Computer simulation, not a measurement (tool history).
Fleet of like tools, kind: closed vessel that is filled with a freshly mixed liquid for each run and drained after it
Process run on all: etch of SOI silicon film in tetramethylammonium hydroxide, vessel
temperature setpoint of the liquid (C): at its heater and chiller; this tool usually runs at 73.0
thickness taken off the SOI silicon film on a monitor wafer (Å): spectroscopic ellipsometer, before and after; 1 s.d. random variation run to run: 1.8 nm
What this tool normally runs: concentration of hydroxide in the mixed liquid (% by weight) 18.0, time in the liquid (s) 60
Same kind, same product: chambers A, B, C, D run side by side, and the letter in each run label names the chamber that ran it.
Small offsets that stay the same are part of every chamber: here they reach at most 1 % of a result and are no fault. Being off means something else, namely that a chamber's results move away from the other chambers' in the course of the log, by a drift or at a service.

| run | hour | temperature setpoint of the liquid (C) | concentration of hydroxide in the mixed liquid (% by weight) | time in the liquid (s) | hours since the thermometer was replaced | hours since the hydroxide flow meter was replaced | read-back film thickness of the SOI silicon film reference wafer, read on the same gauge (nm) | thickness taken off the SOI silicon film on a monitor wafer (Å) |
|---|---|---|---|---|---|---|---|---|
| 1A | 9.1 | 73.0 | 18.0 | 60 | 366.5 | 1650.3 | 110.01 | 4085.9 |
| 2D | 16.0 | 73.0 | 18.0 | 60 | 608.9 | 511.9 | 110.00 | 4058.8 |
| 3C | 23.3 | 73.0 | 18.0 | 60 | 1827.4 | 934.5 | 110.05 | 4030.1 |
| 4B | 30.7 | 73.0 | 18.0 | 60 | 605.0 | 276.5 | 110.00 | 4036.7 |
| 5A | 38.7 | 73.0 | 18.0 | 60 | 396.1 | 1679.9 | 109.99 | 4050.6 |
| 6C | 45.1 | 73.0 | 18.0 | 60 | 1849.2 | 956.3 | 110.00 | 4040.7 |
| 7D | 51.2 | 73.0 | 18.0 | 60 | 644.1 | 547.1 | 109.99 | 4057.9 |
| 8B | 56.1 | 73.0 | 18.0 | 60 | 630.4 | 301.9 | 110.00 | 4015.9 |
| 9D | 62.6 | 73.0 | 18.0 | 60 | 655.5 | 558.5 | 110.01 | 4065.8 |
| 10A | 69.9 | 73.0 | 18.0 | 60 | 427.3 | 1711.1 | 109.97 | 4072.1 |
| 11B | 75.3 | 73.0 | 18.0 | 60 | 649.6 | 321.1 | 109.98 | 4044.7 |
| 12C | 82.4 | 73.0 | 18.0 | 60 | 1886.5 | 993.6 | 109.99 | 4004.8 |
| 13C | 86.9 | 73.0 | 18.0 | 60 | 1891.0 | 998.1 | 110.00 | 4045.2 |
| 14D | 94.3 | 73.0 | 18.0 | 60 | 687.2 | 590.2 | 110.00 | 4050.4 |
| 15B | 99.3 | 73.0 | 18.0 | 60 | 673.6 | 345.1 | 109.98 | 4001.2 |
| 16A | 104.1 | 73.0 | 18.0 | 60 | 461.5 | 1745.3 | 110.03 | 4092.2 |
| 17D | 111.7 | 73.0 | 18.0 | 60 | 704.6 | 607.6 | 110.03 | 4052.9 |
| 18C | 116.3 | 73.0 | 18.0 | 60 | 1920.4 | 1027.5 | 110.03 | 4056.2 |
| 19A | 121.1 | 73.0 | 18.0 | 60 | 478.5 | 1762.3 | 109.98 | 4082.9 |
| 20B | 128.3 | 73.0 | 18.0 | 60 | 702.6 | 374.1 | 110.03 | 3971.0 |
| 21B | 133.3 | 80.0 | 16.0 | 60 | 707.6 | 379.1 | 110.02 | 6255.7 |
| 22C | 138.7 | 80.0 | 16.0 | 60 | 1942.8 | 1049.9 | 109.99 | 6181.1 |
| 23D | 143.4 | 80.0 | 16.0 | 60 | 736.3 | 639.3 | 110.02 | 6327.9 |
| 24A | 148.5 | 80.0 | 16.0 | 60 | 505.9 | 1789.7 | 109.97 | 6344.7 |
| 25C | 154.8 | 73.0 | 18.0 | 60 | 1958.9 | 1066.0 | 110.02 | 4060.2 |
|  | 157.0 | chamber C: hydroxide flow meter replaced |
| 26A | 160.4 | 73.0 | 18.0 | 60 | 517.8 | 1801.6 | 110.02 | 4069.8 |
| 27D | 167.3 | 73.0 | 18.0 | 60 | 760.2 | 663.2 | 110.03 | 4066.6 |
| 28B | 173.9 | 73.0 | 18.0 | 60 | 748.2 | 419.7 | 110.04 | 3968.8 |
| 29C | 178.0 | 73.0 | 18.0 | 60 | 1982.1 | 21.1 | 110.03 | 4044.1 |
| 30A | 186.4 | 73.0 | 18.0 | 60 | 543.8 | 1827.6 | 109.97 | 4081.2 |
| 31B | 191.6 | 73.0 | 18.0 | 60 | 765.9 | 437.4 | 110.02 | 3910.7 |
| 32D | 198.6 | 73.0 | 18.0 | 60 | 791.5 | 694.5 | 109.98 | 4064.7 |
| 33A | 204.3 | 73.0 | 18.0 | 60 | 561.7 | 1845.5 | 110.01 | 4088.8 |
| 34C | 213.2 | 78.5 | 23.5 | 60 | 2017.3 | 56.3 | 109.98 | 4626.1 |
| 35B | 219.5 | 78.5 | 23.5 | 60 | 793.8 | 465.3 | 109.97 | 4502.2 |
| 36D | 225.9 | 78.5 | 23.5 | 60 | 818.8 | 721.8 | 110.01 | 4671.4 |
| 37B | 230.2 | 78.5 | 23.5 | 60 | 804.5 | 476.0 | 110.03 | 4487.3 |
| 38A | 238.9 | 73.0 | 18.0 | 60 | 596.3 | 1880.1 | 110.00 | 4093.6 |

Read the log: is a single chamber off, either drifting away or since a service, is the gauge that measures every chamber drifting, or is nothing wrong beyond small per-chamber offsets? Name any odd chamber and what most likely caused it.

Chamber B drifts away from the others.
Most likely cause: liquid colder than its thermometer reads (K) = 0.606.
It could be hard to tell apart here from: hydroxide flow above the setpoint (%).

Below are 4 candidate recipes for chamber B's next run, each the usual settings with a change, their results shown as question marks. Which of them brings B's results back in line with what the other chambers give on the usual settings?
To be in line, a result may differ from the other chambers' mean on the usual settings by at most: thickness taken off the SOI silicon film on a monitor wafer (Å) 64.0
| 39B-1 | 245.5 | 73.0 | 18.5 | 60 |  |  |  | ? |
| 39B-2 | 245.5 | 73.0 | 20.0 | 60 |  |  |  | ? |
| 39B-3 | 245.5 | 73.0 | 17.5 | 60 |  |  |  | ? |
| 39B-4 | 245.5 | 73.0 | 16.0 | 60 |  |  |  | ? |

Average result of the remaining chambers running the usual settings: thickness taken off the SOI silicon film on a monitor wafer (Å) 4061.3
| run | thickness taken off the SOI silicon film on a monitor wafer (Å) |
|---|---|
| 39B-1 | 3841.4 |
| 39B-2 | 3707.8 |
| 39B-3 | 3930.4 |
| 39B-4 | 4064.0 |
Change 39B-4 lands the chamber within the allowed miss of the other chambers.
